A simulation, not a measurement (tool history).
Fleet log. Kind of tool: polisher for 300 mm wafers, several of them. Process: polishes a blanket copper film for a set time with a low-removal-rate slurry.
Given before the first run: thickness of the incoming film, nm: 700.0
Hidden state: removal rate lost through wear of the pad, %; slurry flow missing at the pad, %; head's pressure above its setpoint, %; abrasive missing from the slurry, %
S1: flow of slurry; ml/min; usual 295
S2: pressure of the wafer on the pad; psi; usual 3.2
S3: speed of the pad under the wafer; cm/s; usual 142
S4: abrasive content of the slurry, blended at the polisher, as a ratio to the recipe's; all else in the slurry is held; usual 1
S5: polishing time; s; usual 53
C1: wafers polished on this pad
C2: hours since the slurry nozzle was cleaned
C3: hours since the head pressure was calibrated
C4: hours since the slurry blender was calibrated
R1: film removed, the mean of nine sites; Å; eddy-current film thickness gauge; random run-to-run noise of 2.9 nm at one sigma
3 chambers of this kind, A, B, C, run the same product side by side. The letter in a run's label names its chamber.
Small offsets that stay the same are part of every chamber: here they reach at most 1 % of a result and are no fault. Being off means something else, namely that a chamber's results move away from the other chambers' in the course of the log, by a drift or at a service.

run 1C hour=2.8 | S1=295 S2=3.2 S3=142 S4=1 S5=53 | C1=128 C2=87.7 C3=970.3 C4=157.2 | R1=2709.3
-- hour=4.5 chamber B: worn pad replaced by a new one
run 2B hour=7.9 | S1=295 S2=3.2 S3=142 S4=1 S5=53 | C1=44 C2=148.3 C3=282.9 C4=73.8 | R1=2636
run 3A hour=12.8 | S1=295 S2=3.2 S3=142 S4=1 S5=53 | C1=371 C2=17.1 C3=273.4 C4=248.5 | R1=2654
run 4A hour=16.3 | S1=295 S2=3.2 S3=142 S4=1 S5=53 | C1=416 C2=20.6 C3=276.9 C4=252 | R1=2766.5
run 5B hour=19.9 | S1=295 S2=3.2 S3=142 S4=1 S5=53 | C1=200 C2=160.3 C3=294.9 C4=85.8 | R1=2657.1
run 6C hour=23.8 | S1=295 S2=3.2 S3=142 S4=1 S5=53 | C1=401 C2=108.7 C3=991.3 C4=178.2 | R1=2693
run 7B hour=27.2 | S1=295 S2=3.2 S3=142 S4=1 S5=53 | C1=295 C2=167.6 C3=302.2 C4=93.1 | R1=2687.4
run 8A hour=33.4 | S1=295 S2=3.2 S3=142 S4=1.1 S5=53 | C1=639 C2=37.7 C3=294 C4=269.1 | R1=2739.5
run 9C hour=37.5 | S1=295 S2=3.2 S3=142 S4=1.1 S5=53 | C1=580 C2=122.4 C3=1005 C4=191.9 | R1=2745.3
-- hour=37.7 chamber B: worn pad replaced by a new one
-- hour=38.9 chamber C: slurry blender recalibrated
run 10B hour=40.7 | S1=295 S2=3.2 S3=142 S4=1.1 S5=53 | C1=39 C2=181.1 C3=315.7 C4=106.6 | R1=2734.4
run 11A hour=44.4 | S1=295 S2=3.2 S3=142 S4=0.9 S5=53 | C1=783 C2=48.7 C3=305 C4=280.1 | R1=2682.3
run 12C hour=49.3 | S1=295 S2=3.2 S3=142 S4=0.9 S5=53 | C1=734 C2=134.2 C3=1016.8 C4=10.4 | R1=2642.3
run 13A hour=54 | S1=295 S2=3.2 S3=142 S4=0.9 S5=53 | C1=908 C2=58.3 C3=314.6 C4=289.7 | R1=2629.1
-- hour=55.9 chamber C: worn pad replaced by a new one
-- hour=56.3 chamber A: worn pad replaced by a new one
run 14B hour=57.3 | S1=295 S2=3.2 S3=142 S4=1 S5=53 | C1=255 C2=197.7 C3=332.3 C4=123.2 | R1=2636.2
-- hour=61.7 chamber A: slurry blender recalibrated
run 15C hour=62.3 | S1=295 S2=3.2 S3=142 S4=1 S5=53 | C1=83 C2=147.2 C3=1029.8 C4=23.4 | R1=2676.7
-- hour=66.2 chamber B: slurry nozzle cleaned
run 16C hour=68.5 | S1=295 S2=3.2 S3=142 S4=1 S5=53 | C1=164 C2=153.4 C3=1036 C4=29.6 | R1=2666.7
run 17A hour=71.6 | S1=295 S2=3.2 S3=142 S4=1 S5=53 | C1=200 C2=75.9 C3=332.2 C4=9.9 | R1=2706.7
run 18B hour=77.2 | S1=295 S2=3.2 S3=142 S4=1 S5=53 | C1=515 C2=11 C3=352.2 C4=143.1 | R1=2623.1
-- hour=81.8 chamber B: worn pad replaced by a new one
run 19C hour=81.9 | S1=295 S2=3.2 S3=142 S4=1 S5=53 | C1=339 C2=166.8 C3=1049.4 C4=43 | R1=2694.2
run 20B hour=87.4 | S1=295 S2=3.2 S3=112 S4=0.75 S5=53 | C1=73 C2=21.2 C3=362.4 C4=153.3 | R1=1913.9
run 21A hour=90.1 | S1=295 S2=3.2 S3=112 S4=0.75 S5=53 | C1=441 C2=94.4 C3=350.7 C4=28.4 | R1=1986.9
run 22B hour=92.9 | S1=295 S2=3.2 S3=112 S4=0.75 S5=53 | C1=145 C2=26.7 C3=367.9 C4=158.8 | R1=1912.2
run 23A hour=97 | S1=295 S2=3.2 S3=142 S4=1 S5=53 | C1=531 C2=101.3 C3=357.6 C4=35.3 | R1=2740.4
run 24C hour=101.8 | S1=295 S2=3.2 S3=142 S4=1 S5=53 | C1=598 C2=186.7 C3=1069.3 C4=62.9 | R1=2620.3
run 25B hour=106 | S1=295 S2=3.2 S3=142 S4=1 S5=53 | C1=315 C2=39.8 C3=381 C4=171.9 | R1=2564.9
run 26A hour=111.3 | S1=295 S2=3.2 S3=142 S4=1 S5=53 | C1=717 C2=115.6 C3=371.9 C4=49.6 | R1=2731
run 27C hour=116.7 | S1=295 S2=3.2 S3=142 S4=1.25 S5=53 | C1=792 C2=201.6 C3=1084.2 C4=77.8 | R1=2865.6
run 28B hour=121.5 | S1=295 S2=3.2 S3=142 S4=1.25 S5=53 | C1=517 C2=55.3 C3=396.5 C4=187.4 | R1=2679.7
-- hour=123.3 chamber C: worn pad replaced by a new one
-- hour=124.2 chamber B: worn pad replaced by a new one
run 29A hour=124.8 | S1=295 S2=3.2 S3=142 S4=1.25 S5=53 | C1=893 C2=129.1 C3=385.4 C4=63.1 | R1=2865.1
run 30C hour=129.3 | S1=295 S2=3.2 S3=142 S4=1 S5=53 | C1=79 C2=214.2 C3=1096.8 C4=90.4 | R1=2686.6
run 31B hour=134.4 | S1=295 S2=3.2 S3=142 S4=1 S5=53 | C1=134 C2=68.2 C3=409.4 C4=200.3 | R1=2502.1
run 32A hour=139.1 | S1=295 S2=3.2 S3=142 S4=1 S5=53 | C1=1080 C2=143.4 C3=399.7 C4=77.4 | R1=2722.9
-- hour=140.2 chamber A: worn pad replaced by a new one
run 33C hour=144 | S1=295 S2=3.2 S3=142 S4=1 S5=53 | C1=271 C2=228.9 C3=1111.5 C4=105.1 | R1=2689.8
run 34A hour=149.6 | S1=295 S2=3.2 S3=158 S4=1 S5=53 | C1=122 C2=153.9 C3=410.2 C4=87.9 | R1=3031.1

Next, all 3 chambers run the settings below, one line each with question marks for the results. What does each chamber give?
run 35A hour=154 | S1=295 S2=3.2 S3=142 S4=1 S5=53 | R1=?
run 35B hour=154 | S1=295 S2=3.2 S3=142 S4=1 S5=53 | R1=?
run 35C hour=154 | S1=295 S2=3.2 S3=142 S4=1 S5=53 | R1=?

run=35A R1=2702.2
run=35B R1=2510.2
run=35C R1=2660.9
